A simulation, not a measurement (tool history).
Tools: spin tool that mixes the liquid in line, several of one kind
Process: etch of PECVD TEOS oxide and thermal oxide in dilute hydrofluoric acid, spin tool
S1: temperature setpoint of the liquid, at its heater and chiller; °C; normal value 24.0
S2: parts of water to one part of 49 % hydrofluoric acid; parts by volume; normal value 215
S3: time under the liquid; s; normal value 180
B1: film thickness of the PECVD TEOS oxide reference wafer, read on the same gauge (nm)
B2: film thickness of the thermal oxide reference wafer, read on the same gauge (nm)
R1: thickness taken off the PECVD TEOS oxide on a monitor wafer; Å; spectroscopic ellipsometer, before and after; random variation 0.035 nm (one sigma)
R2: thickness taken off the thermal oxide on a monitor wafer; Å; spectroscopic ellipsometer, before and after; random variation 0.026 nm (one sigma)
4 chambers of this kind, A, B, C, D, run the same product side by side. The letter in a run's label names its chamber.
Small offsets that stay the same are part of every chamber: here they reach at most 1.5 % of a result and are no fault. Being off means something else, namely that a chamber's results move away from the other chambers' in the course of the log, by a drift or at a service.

| run | day | S1 | S2 | S3 | B1 | B2 | R1 | R2 |
|---|---|---|---|---|---|---|---|---|
| 1B | 0.350 | 24.0 | 215 | 180 | 99.991 | 39.998 | 62.501 | 36.409 |
| 2D | 0.688 | 24.0 | 215 | 180 | 100.000 | 40.004 | 61.890 | 36.350 |
| 3C | 0.992 | 24.0 | 215 | 180 | 99.983 | 40.000 | 62.132 | 36.363 |
| 4A | 1.450 | 24.0 | 215 | 180 | 99.988 | 40.016 | 62.782 | 36.588 |
| 5D | 1.938 | 24.0 | 215 | 180 | 100.000 | 40.019 | 61.941 | 36.610 |
| 6B | 2.267 | 24.0 | 215 | 180 | 99.999 | 39.996 | 62.386 | 36.685 |
| 7A | 2.758 | 24.0 | 215 | 180 | 99.985 | 40.000 | 63.564 | 36.223 |
| 8C | 3.288 | 24.0 | 215 | 180 | 99.994 | 39.997 | 62.279 | 37.021 |
| 9A | 3.704 | 28.5 | 215 | 180 | 100.010 | 40.004 | 73.611 | 42.774 |
| 10C | 4.125 | 28.5 | 215 | 180 | 100.000 | 40.000 | 73.484 | 43.091 |
|  | 4.383 | chamber D: hydrofluoric acid flow meter replaced |
| 11B | 4.688 | 28.5 | 215 | 180 | 100.000 | 39.987 | 74.131 | 42.652 |
| 12D | 5.167 | 28.5 | 215 | 180 | 100.010 | 40.009 | 73.175 | 42.373 |
| 13D | 5.529 | 24.0 | 215 | 180 | 99.983 | 39.999 | 62.276 | 35.947 |
| 14B | 6.083 | 25.5 | 215 | 215 | 99.987 | 39.985 | 78.981 | 46.011 |
| 15C | 6.354 | 25.5 | 215 | 215 | 100.010 | 39.986 | 77.768 | 45.989 |
| 16A | 6.775 | 25.5 | 215 | 215 | 100.020 | 40.007 | 79.582 | 46.423 |
| 17A | 7.042 | 25.5 | 215 | 215 | 100.010 | 40.009 | 79.814 | 45.994 |
|  | 7.238 | chamber A: thermometer replaced |
| 18D | 7.338 | 22.5 | 215 | 100 | 100.010 | 40.012 | 32.865 | 19.350 |
| 19C | 7.712 | 22.5 | 215 | 100 | 100.010 | 40.007 | 32.345 | 19.053 |
| 20B | 8.025 | 22.5 | 215 | 100 | 100.010 | 39.979 | 32.708 | 19.347 |
| 21B | 8.333 | 22.5 | 215 | 100 | 100.010 | 40.005 | 32.592 | 19.132 |
| 22D | 8.592 | 24.0 | 215 | 180 | 100.010 | 40.023 | 62.511 | 36.695 |
| 23A | 9.004 | 24.0 | 215 | 180 | 99.989 | 40.034 | 62.881 | 36.843 |
| 24C | 9.542 | 24.0 | 215 | 180 | 100.000 | 39.983 | 62.310 | 36.003 |
| 25C | 10.062 | 24.0 | 215 | 180 | 99.981 | 40.005 | 62.528 | 36.173 |
| 26B | 10.633 | 24.0 | 215 | 180 | 99.989 | 40.024 | 61.977 | 36.430 |
| 27D | 10.996 | 20.5 | 255 | 180 | 100.010 | 39.970 | 43.857 | 25.738 |

One chamber off, gauge drift, or nothing amiss beyond the chambers' own small offsets? If it is a chamber, which one, and what is the likeliest cause?

No chamber is off and the gauge is stable; the differences are just each chamber's small, constant offset.
